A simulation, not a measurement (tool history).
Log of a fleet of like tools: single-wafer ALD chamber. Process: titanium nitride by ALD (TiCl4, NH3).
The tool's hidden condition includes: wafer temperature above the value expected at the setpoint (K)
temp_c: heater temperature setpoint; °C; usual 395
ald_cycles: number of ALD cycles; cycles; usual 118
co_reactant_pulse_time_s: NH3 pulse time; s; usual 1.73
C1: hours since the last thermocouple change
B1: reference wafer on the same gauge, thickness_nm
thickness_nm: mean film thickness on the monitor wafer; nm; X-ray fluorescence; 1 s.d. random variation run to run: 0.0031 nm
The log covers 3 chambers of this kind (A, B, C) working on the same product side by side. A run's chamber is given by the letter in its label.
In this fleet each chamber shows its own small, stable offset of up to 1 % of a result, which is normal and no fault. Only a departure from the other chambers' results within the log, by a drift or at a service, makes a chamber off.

At hour 0.9: chamber A: thermocouple changed; heater temperature recalibrated.
Run 1C, hour 8.3: usual settings; C1 468.4; B1 2.9990. Result: thickness_nm 2.5889 nm.
Run 2B, hour 16.4: usual settings; C1 475.0; B1 2.9994. Result: thickness_nm 2.5607 nm.
Run 3A, hour 20.1: usual settings; C1 19.2; B1 2.9978. Result: thickness_nm 2.5799 nm.
Run 4B, hour 26.3: usual settings; C1 484.9; B1 2.9982. Result: thickness_nm 2.5586 nm.
Run 5C, hour 32.9: usual settings; C1 493.0; B1 2.9984. Result: thickness_nm 2.5813 nm.
Run 6A, hour 37.6: usual settings; C1 36.7; B1 2.9972. Result: thickness_nm 2.5812 nm.
Run 7C, hour 42.6: usual settings; C1 502.7; B1 2.9986. Result: thickness_nm 2.5794 nm.
Run 8B, hour 46.7: usual settings; C1 505.3; B1 2.9967. Result: thickness_nm 2.5587 nm.
Run 9A, hour 51.8: usual settings; C1 50.9; B1 2.9960. Result: thickness_nm 2.5784 nm.
Run 10A, hour 56.5: usual settings; C1 55.6; B1 2.9962. Result: thickness_nm 2.5780 nm.
Run 11C, hour 65.0: usual settings; C1 525.1; B1 2.9961. Result: thickness_nm 2.5830 nm.
Run 12B, hour 69.0: usual settings but ald_cycles 125 cycles, co_reactant_pulse_time_s 1.51 s; C1 527.6; B1 2.9958. Result: thickness_nm 2.6900 nm.
Run 13C, hour 73.6: usual settings but ald_cycles 125 cycles, co_reactant_pulse_time_s 1.51 s; C1 533.7; B1 2.9949. Result: thickness_nm 2.7197 nm.
Run 14A, hour 77.6: usual settings but ald_cycles 125 cycles, co_reactant_pulse_time_s 1.51 s; C1 76.7; B1 2.9952. Result: thickness_nm 2.7133 nm.
Run 15B, hour 83.1: usual settings; C1 541.7; B1 2.9954. Result: thickness_nm 2.5554 nm.
Run 16A, hour 91.4: usual settings; C1 90.5; B1 2.9941. Result: thickness_nm 2.5828 nm.
Run 17C, hour 98.5: usual settings; C1 558.6; B1 2.9948. Result: thickness_nm 2.5839 nm.
Run 18B, hour 105.1: usual settings; C1 563.7; B1 2.9937. Result: thickness_nm 2.5484 nm.
Run 19A, hour 109.7: usual settings; C1 108.8; B1 2.9925. Result: thickness_nm 2.5816 nm.
Run 20C, hour 114.7: usual settings; C1 574.8; B1 2.9927. Result: thickness_nm 2.5810 nm.
Run 21B, hour 118.9: usual settings; C1 577.5; B1 2.9935. Result: thickness_nm 2.5533 nm.
Run 22B, hour 124.5: usual settings; C1 583.1; B1 2.9926. Result: thickness_nm 2.5492 nm.
Run 23A, hour 129.7: usual settings; C1 128.8; B1 2.9917. Result: thickness_nm 2.5777 nm.
Run 24C, hour 137.7: usual settings; C1 597.8; B1 2.9923. Result: thickness_nm 2.5735 nm.
Run 25A, hour 143.6: usual settings; C1 142.7; B1 2.9902. Result: thickness_nm 2.5839 nm.
Run 26B, hour 151.1: usual settings; C1 609.7; B1 2.9909. Result: thickness_nm 2.5508 nm.
Run 27C, hour 157.3: usual settings; C1 617.4; B1 2.9903. Result: thickness_nm 2.5818 nm.
Run 28A, hour 164.7: usual settings but temp_c 390 °C, co_reactant_pulse_time_s 2.07 s; C1 163.8; B1 2.9905. Result: thickness_nm 2.5850 nm.
Run 29C, hour 172.3: usual settings but temp_c 390 °C, co_reactant_pulse_time_s 2.07 s; C1 632.4; B1 2.9886. Result: thickness_nm 2.5860 nm.
Run 30B, hour 176.9: usual settings but temp_c 390 °C, co_reactant_pulse_time_s 2.07 s; C1 635.5; B1 2.9890. Result: thickness_nm 2.5552 nm.
Run 31C, hour 182.0: usual settings; C1 642.1; B1 2.9881. Result: thickness_nm 2.5767 nm.
Run 32A, hour 187.3: usual settings; C1 186.4; B1 2.9889. Result: thickness_nm 2.5793 nm.
Run 33B, hour 192.5: usual settings; C1 651.1; B1 2.9872. Result: thickness_nm 2.5494 nm.
Run 34C, hour 199.8: usual settings; C1 659.9; B1 2.9875. Result: thickness_nm 2.5761 nm.
Run 35A, hour 206.1: usual settings; C1 205.2; B1 2.9873. Result: thickness_nm 2.5753 nm.
Run 36B, hour 211.4: usual settings; C1 670.0; B1 2.9862. Result: thickness_nm 2.5498 nm.
Run 37C, hour 215.5: usual settings; C1 675.6; B1 2.9868. Result: thickness_nm 2.5741 nm.
Run 38B, hour 223.7: usual settings; C1 682.3; B1 2.9856. Result: thickness_nm 2.5467 nm.
Run 39A, hour 232.1: usual settings; C1 231.2; B1 2.9858. Result: thickness_nm 2.5811 nm.

Each of the 3 chambers runs these same settings next. Fill in every chamber's results:
Run 40A, hour 238.2: usual settings. Result: thickness_nm ?.
Run 40B, hour 238.2: usual settings. Result: thickness_nm ?.
Run 40C, hour 238.2: usual settings. Result: thickness_nm ?.

run  thickness_nm
40A        2.5750
40B        2.5480
40C        2.5759
